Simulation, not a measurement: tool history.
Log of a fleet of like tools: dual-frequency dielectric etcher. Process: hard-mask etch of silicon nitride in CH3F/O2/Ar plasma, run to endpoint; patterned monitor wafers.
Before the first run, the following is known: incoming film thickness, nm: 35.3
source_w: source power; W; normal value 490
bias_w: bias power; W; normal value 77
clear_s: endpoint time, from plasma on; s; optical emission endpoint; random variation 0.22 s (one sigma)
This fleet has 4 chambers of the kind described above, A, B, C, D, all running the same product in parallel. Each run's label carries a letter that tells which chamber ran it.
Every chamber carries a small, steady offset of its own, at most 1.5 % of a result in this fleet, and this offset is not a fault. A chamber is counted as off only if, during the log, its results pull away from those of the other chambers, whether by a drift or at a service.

run,day,source_w,bias_w,clear_s
1D,0.421,490,77,46.072
2A,0.917,490,77,46.132
3C,1.429,490,77,45.420
# day 1.679: chamber A: bias power generator calibrated
4B,1.821,490,77,46.038
5A,2.350,490,77,45.908
6B,2.596,490,77,46.425
7D,2.846,490,77,46.427
# day 3.200: chamber B: wet clean of the chamber
8C,3.346,430,69,49.397
9A,3.783,430,69,50.417
10B,4.242,430,69,50.733
# day 4.500: chamber D: wet clean of the chamber
11C,4.533,430,69,50.191
12D,5.058,560,77,43.722
13B,5.538,560,77,43.732
# day 5.662: chamber C: wet clean of the chamber
14D,5.967,560,77,43.777
15A,6.221,560,77,43.834
16C,6.525,490,77,44.655
17A,7.012,490,77,46.390
18C,7.438,400,65,50.625
19D,7.783,400,65,53.185
20B,8.292,400,65,53.182
21A,8.638,400,65,52.722
22C,8.983,450,63,49.206
23D,9.229,450,63,51.015
24B,9.629,450,63,51.419
25C,10.142,450,63,48.464
26D,10.367,580,70,44.469
27A,10.758,580,70,45.011

Is one chamber off against the others, does the gauge drift, or is nothing wrong? If a chamber is off, say which, and what the likeliest cause is.

A service on chamber C put it out of line with the rest.
Likeliest cause: etch rate over this chamber's usual, % = 2.53.

Below are 4 candidate recipes for chamber C's next run, each the usual settings with a change, their results shown as question marks. Which of them brings C's results back in line with what the other chambers give on the usual settings?
Allowed miss from the other chambers' usual-settings mean, per result, to count as in line: clear_s 0.790 s
28C-1,11.138,520,81,?
28C-2,11.138,490,79,?
28C-3,11.138,480,76,?
28C-4,11.138,460,73,?

On the usual settings, the other chambers give on average: clear_s 46.281 s
run,clear_s
28C-1,42.682
28C-2,44.042
28C-3,44.979
28C-4,46.348
With 28C-4, the chamber falls back in line with the rest.
